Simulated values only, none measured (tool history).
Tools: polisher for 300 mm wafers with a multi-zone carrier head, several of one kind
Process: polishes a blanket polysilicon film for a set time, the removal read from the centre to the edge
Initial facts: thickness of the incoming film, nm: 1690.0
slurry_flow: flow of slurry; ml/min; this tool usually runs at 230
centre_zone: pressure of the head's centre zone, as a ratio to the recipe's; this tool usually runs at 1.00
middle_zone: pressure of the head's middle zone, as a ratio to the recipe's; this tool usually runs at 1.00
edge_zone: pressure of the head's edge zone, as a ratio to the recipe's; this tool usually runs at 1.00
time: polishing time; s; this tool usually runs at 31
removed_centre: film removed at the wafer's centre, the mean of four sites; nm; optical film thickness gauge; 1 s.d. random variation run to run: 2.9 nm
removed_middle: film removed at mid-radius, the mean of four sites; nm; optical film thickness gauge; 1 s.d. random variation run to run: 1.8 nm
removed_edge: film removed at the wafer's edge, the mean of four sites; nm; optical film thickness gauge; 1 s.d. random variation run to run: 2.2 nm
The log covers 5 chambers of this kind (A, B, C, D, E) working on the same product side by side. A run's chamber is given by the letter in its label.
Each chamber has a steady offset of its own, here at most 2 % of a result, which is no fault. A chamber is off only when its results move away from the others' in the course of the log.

{"hour": 4.9, "done": "chamber D: worn pad replaced by a new one"}
{"run": "1D", "hour": 7.2, "slurry_flow": 230, "centre_zone": 1.0, "middle_zone": 1.0, "edge_zone": 1.0, "time": 31, "removed_centre": 207.24, "removed_middle": 211.98, "removed_edge": 216.41}
{"hour": 14.1, "done": "chamber C: worn pad replaced by a new one"}
{"hour": 18.1, "done": "chamber A: slurry nozzle cleaned"}
{"hour": 19.0, "done": "chamber B: worn pad replaced by a new one"}
{"run": "2B", "hour": 20.6, "slurry_flow": 230, "centre_zone": 1.0, "middle_zone": 1.0, "edge_zone": 1.0, "time": 31, "removed_centre": 215.88, "removed_middle": 210.41, "removed_edge": 215.06}
{"hour": 25.9, "done": "chamber B: centre zone pressure recalibrated"}
{"run": "3E", "hour": 28.6, "slurry_flow": 230, "centre_zone": 1.0, "middle_zone": 1.0, "edge_zone": 1.0, "time": 31, "removed_centre": 209.53, "removed_middle": 214.05, "removed_edge": 209.72}
{"hour": 31.9, "done": "chamber B: slurry nozzle cleaned"}
{"run": "4A", "hour": 42.3, "slurry_flow": 230, "centre_zone": 1.0, "middle_zone": 1.0, "edge_zone": 1.0, "time": 31, "removed_centre": 207.4, "removed_middle": 208.89, "removed_edge": 211.6}
{"run": "5C", "hour": 52.9, "slurry_flow": 230, "centre_zone": 1.0, "middle_zone": 1.0, "edge_zone": 1.0, "time": 31, "removed_centre": 210.25, "removed_middle": 214.51, "removed_edge": 214.68}
{"hour": 58.0, "done": "chamber A: worn pad replaced by a new one"}
{"run": "6A", "hour": 66.4, "slurry_flow": 230, "centre_zone": 1.0, "middle_zone": 1.0, "edge_zone": 1.0, "time": 31, "removed_centre": 212.93, "removed_middle": 210.9, "removed_edge": 213.88}
{"run": "7E", "hour": 77.8, "slurry_flow": 275, "centre_zone": 1.0, "middle_zone": 1.0, "edge_zone": 1.0, "time": 31, "removed_centre": 216.75, "removed_middle": 217.95, "removed_edge": 211.6}
{"run": "8D", "hour": 90.9, "slurry_flow": 275, "centre_zone": 1.0, "middle_zone": 1.0, "edge_zone": 1.0, "time": 31, "removed_centre": 215.48, "removed_middle": 217.22, "removed_edge": 217.11}
{"hour": 103.9, "done": "chamber D: worn pad replaced by a new one"}
{"run": "9B", "hour": 105.2, "slurry_flow": 275, "centre_zone": 1.0, "middle_zone": 1.0, "edge_zone": 1.0, "time": 31, "removed_centre": 217.85, "removed_middle": 216.5, "removed_edge": 216.95}
{"hour": 110.2, "done": "chamber E: centre zone pressure recalibrated"}
{"run": "10C", "hour": 114.1, "slurry_flow": 275, "centre_zone": 1.0, "middle_zone": 1.0, "edge_zone": 1.0, "time": 31, "removed_centre": 214.44, "removed_middle": 212.9, "removed_edge": 215.22}
{"hour": 116.8, "done": "chamber C: worn pad replaced by a new one"}
{"run": "11D", "hour": 128.5, "slurry_flow": 275, "centre_zone": 1.0, "middle_zone": 1.0, "edge_zone": 1.0, "time": 31, "removed_centre": 217.99, "removed_middle": 215.34, "removed_edge": 216.91}
{"hour": 129.4, "done": "chamber B: worn pad replaced by a new one"}
{"run": "12B", "hour": 140.3, "slurry_flow": 230, "centre_zone": 1.0, "middle_zone": 1.0, "edge_zone": 1.0, "time": 31, "removed_centre": 209.45, "removed_middle": 212.31, "removed_edge": 213.54}
{"run": "13A", "hour": 151.7, "slurry_flow": 230, "centre_zone": 1.0, "middle_zone": 1.0, "edge_zone": 1.0, "time": 31, "removed_centre": 208.71, "removed_middle": 204.47, "removed_edge": 208.59}
{"hour": 154.2, "done": "chamber A: worn pad replaced by a new one"}
{"run": "14C", "hour": 165.0, "slurry_flow": 230, "centre_zone": 1.0, "middle_zone": 1.0, "edge_zone": 1.0, "time": 31, "removed_centre": 215.68, "removed_middle": 213.04, "removed_edge": 210.24}
{"hour": 166.9, "done": "chamber D: slurry nozzle cleaned"}
{"hour": 174.8, "done": "chamber E: slurry nozzle cleaned"}
{"run": "15E", "hour": 179.1, "slurry_flow": 230, "centre_zone": 1.0, "middle_zone": 1.0, "edge_zone": 1.0, "time": 31, "removed_centre": 210.04, "removed_middle": 213.39, "removed_edge": 209.63}
{"run": "16A", "hour": 187.2, "slurry_flow": 230, "centre_zone": 1.0, "middle_zone": 1.0, "edge_zone": 1.0, "time": 31, "removed_centre": 213.3, "removed_middle": 214.53, "removed_edge": 215.25}
{"run": "17C", "hour": 201.1, "slurry_flow": 230, "centre_zone": 1.0, "middle_zone": 1.0, "edge_zone": 1.0, "time": 31, "removed_centre": 210.81, "removed_middle": 210.36, "removed_edge": 211.34}
{"hour": 201.9, "done": "chamber C: worn pad replaced by a new one"}
{"hour": 202.5, "done": "chamber D: centre zone pressure recalibrated"}
{"run": "18D", "hour": 212.6, "slurry_flow": 230, "centre_zone": 1.0, "middle_zone": 1.04, "edge_zone": 1.0, "time": 31, "removed_centre": 205.5, "removed_middle": 214.78, "removed_edge": 215.91}
{"hour": 217.9, "done": "chamber C: slurry nozzle cleaned"}
{"hour": 219.2, "done": "chamber D: worn pad replaced by a new one"}
{"run": "19B", "hour": 222.0, "slurry_flow": 230, "centre_zone": 1.0, "middle_zone": 1.04, "edge_zone": 1.0, "time": 31, "removed_centre": 211.09, "removed_middle": 217.63, "removed_edge": 212.95}
{"run": "20E", "hour": 235.4, "slurry_flow": 230, "centre_zone": 1.0, "middle_zone": 1.04, "edge_zone": 1.0, "time": 31, "removed_centre": 212.72, "removed_middle": 220.77, "removed_edge": 208.09}
{"hour": 241.6, "done": "chamber A: worn pad replaced by a new one"}
{"run": "21B", "hour": 245.7, "slurry_flow": 230, "centre_zone": 1.0, "middle_zone": 1.04, "edge_zone": 1.0, "time": 31, "removed_centre": 212.23, "removed_middle": 219.01, "removed_edge": 210.73}
{"hour": 251.9, "done": "chamber B: worn pad replaced by a new one"}
{"run": "22A", "hour": 253.6, "slurry_flow": 230, "centre_zone": 1.0, "middle_zone": 1.04, "edge_zone": 1.0, "time": 31, "removed_centre": 210.69, "removed_middle": 220.43, "removed_edge": 214.48}
{"run": "23D", "hour": 264.6, "slurry_flow": 230, "centre_zone": 1.0, "middle_zone": 1.0, "edge_zone": 1.0, "time": 31, "removed_centre": 206.54, "removed_middle": 210.22, "removed_edge": 216.3}
{"run": "24E", "hour": 278.7, "slurry_flow": 280, "centre_zone": 1.0, "middle_zone": 1.0, "edge_zone": 1.0, "time": 31, "removed_centre": 219.39, "removed_middle": 216.2, "removed_edge": 211.95}
{"run": "25C", "hour": 292.9, "slurry_flow": 280, "centre_zone": 1.0, "middle_zone": 1.0, "edge_zone": 1.0, "time": 31, "removed_centre": 216.2, "removed_middle": 215.3, "removed_edge": 214.59}
{"hour": 304.0, "done": "chamber C: worn pad replaced by a new one"}
{"run": "26E", "hour": 307.6, "slurry_flow": 280, "centre_zone": 1.0, "middle_zone": 1.0, "edge_zone": 1.0, "time": 31, "removed_centre": 208.79, "removed_middle": 211.94, "removed_edge": 209.5}
{"run": "27C", "hour": 315.4, "slurry_flow": 280, "centre_zone": 1.0, "middle_zone": 1.0, "edge_zone": 1.0, "time": 31, "removed_centre": 218.21, "removed_middle": 214.64, "removed_edge": 219.27}
{"run": "28B", "hour": 322.3, "slurry_flow": 280, "centre_zone": 1.0, "middle_zone": 1.0, "edge_zone": 1.0, "time": 31, "removed_centre": 215.08, "removed_middle": 217.94, "removed_edge": 216.26}
{"hour": 322.7, "done": "chamber D: edge zone pressure recalibrated"}
{"run": "29A", "hour": 329.6, "slurry_flow": 230, "centre_zone": 1.0, "middle_zone": 1.0, "edge_zone": 1.0, "time": 31, "removed_centre": 212.96, "removed_middle": 208.83, "removed_edge": 206.58}
{"hour": 336.1, "done": "chamber A: slurry nozzle cleaned"}
{"hour": 336.6, "done": "chamber D: worn pad replaced by a new one"}
{"hour": 341.8, "done": "chamber B: edge zone pressure recalibrated"}
{"run": "30D", "hour": 344.5, "slurry_flow": 230, "centre_zone": 1.05, "middle_zone": 1.0, "edge_zone": 0.9, "time": 31, "removed_centre": 227.99, "removed_middle": 211.58, "removed_edge": 200.7}
{"hour": 344.7, "done": "chamber A: worn pad replaced by a new one"}
{"hour": 348.6, "done": "chamber C: centre zone pressure recalibrated"}
{"hour": 348.9, "done": "chamber A: edge zone pressure recalibrated"}
{"run": "31D", "hour": 353.0, "slurry_flow": 230, "centre_zone": 1.05, "middle_zone": 1.0, "edge_zone": 0.9, "time": 31, "removed_centre": 223.89, "removed_middle": 213.27, "removed_edge": 199.68}
{"run": "32E", "hour": 360.6, "slurry_flow": 230, "centre_zone": 1.05, "middle_zone": 1.0, "edge_zone": 0.9, "time": 31, "removed_centre": 208.89, "removed_middle": 207.9, "removed_edge": 188.08}
{"hour": 364.3, "done": "chamber B: worn pad replaced by a new one"}
{"hour": 367.5, "done": "chamber B: slurry nozzle cleaned"}
{"run": "33C", "hour": 370.4, "slurry_flow": 230, "centre_zone": 1.05, "middle_zone": 1.0, "edge_zone": 0.9, "time": 31, "removed_centre": 222.28, "removed_middle": 210.79, "removed_edge": 198.82}
{"run": "34B", "hour": 381.3, "slurry_flow": 230, "centre_zone": 1.05, "middle_zone": 1.0, "edge_zone": 0.9, "time": 31, "removed_centre": 227.06, "removed_middle": 212.67, "removed_edge": 198.73}
{"run": "35A", "hour": 394.5, "slurry_flow": 230, "centre_zone": 1.0, "middle_zone": 1.0, "edge_zone": 1.0, "time": 31, "removed_centre": 206.8, "removed_middle": 212.78, "removed_edge": 210.53}
{"run": "36B", "hour": 406.6, "slurry_flow": 230, "centre_zone": 1.0, "middle_zone": 1.0, "edge_zone": 1.0, "time": 31, "removed_centre": 209.9, "removed_middle": 209.23, "removed_edge": 209.52}
{"hour": 409.5, "done": "chamber C: worn pad replaced by a new one"}
{"run": "37D", "hour": 415.3, "slurry_flow": 230, "centre_zone": 1.0, "middle_zone": 1.0, "edge_zone": 0.95, "time": 31, "removed_centre": 211.57, "removed_middle": 212.79, "removed_edge": 209.32}
{"run": "38A", "hour": 427.7, "slurry_flow": 230, "centre_zone": 1.0, "middle_zone": 1.0, "edge_zone": 0.95, "time": 31, "removed_centre": 211.55, "removed_middle": 211.57, "removed_edge": 205.69}
{"hour": 434.9, "done": "chamber D: worn pad replaced by a new one"}
{"run": "39E", "hour": 435.6, "slurry_flow": 230, "centre_zone": 1.0, "middle_zone": 1.0, "edge_zone": 0.95, "time": 31, "removed_centre": 202.35, "removed_middle": 199.71, "removed_edge": 191.36}
{"run": "40C", "hour": 446.8, "slurry_flow": 230, "centre_zone": 1.0, "middle_zone": 1.0, "edge_zone": 0.95, "time": 31, "removed_centre": 212.83, "removed_middle": 213.13, "removed_edge": 206.44}
{"run": "41C", "hour": 455.9, "slurry_flow": 230, "centre_zone": 1.0, "middle_zone": 1.0, "edge_zone": 0.95, "time": 31, "removed_centre": 210.76, "removed_middle": 210.11, "removed_edge": 206.65}
{"run": "42B", "hour": 464.0, "slurry_flow": 230, "centre_zone": 1.0, "middle_zone": 1.0, "edge_zone": 1.0, "time": 31, "removed_centre": 211.17, "removed_middle": 213.92, "removed_edge": 208.28}
{"run": "43D", "hour": 471.3, "slurry_flow": 230, "centre_zone": 1.0, "middle_zone": 1.0, "edge_zone": 1.0, "time": 31, "removed_centre": 211.81, "removed_middle": 211.47, "removed_edge": 218.65}

All 5 chambers run these settings next. Forecast each chamber's results:
{"run": "44A", "hour": 482.2, "slurry_flow": 230, "centre_zone": 1.0, "middle_zone": 1.0, "edge_zone": 1.0, "time": 31, "removed_centre": "?", "removed_middle": "?", "removed_edge": "?"}
{"run": "44B", "hour": 482.2, "slurry_flow": 230, "centre_zone": 1.0, "middle_zone": 1.0, "edge_zone": 1.0, "time": 31, "removed_centre": "?", "removed_middle": "?", "removed_edge": "?"}
{"run": "44C", "hour": 482.2, "slurry_flow": 230, "centre_zone": 1.0, "middle_zone": 1.0, "edge_zone": 1.0, "time": 31, "removed_centre": "?", "removed_middle": "?", "removed_edge": "?"}
{"run": "44D", "hour": 482.2, "slurry_flow": 230, "centre_zone": 1.0, "middle_zone": 1.0, "edge_zone": 1.0, "time": 31, "removed_centre": "?", "removed_middle": "?", "removed_edge": "?"}
{"run": "44E", "hour": 482.2, "slurry_flow": 230, "centre_zone": 1.0, "middle_zone": 1.0, "edge_zone": 1.0, "time": 31, "removed_centre": "?", "removed_middle": "?", "removed_edge": "?"}

run=44A removed_centre=205.43 removed_middle=208.71 removed_edge=205.66
run=44B removed_centre=213.58 removed_middle=211.50 removed_edge=214.89
run=44C removed_centre=206.34 removed_middle=211.23 removed_edge=212.54
run=44D removed_centre=208.98 removed_middle=209.52 removed_edge=213.29
run=44E removed_centre=198.48 removed_middle=197.97 removed_edge=193.28

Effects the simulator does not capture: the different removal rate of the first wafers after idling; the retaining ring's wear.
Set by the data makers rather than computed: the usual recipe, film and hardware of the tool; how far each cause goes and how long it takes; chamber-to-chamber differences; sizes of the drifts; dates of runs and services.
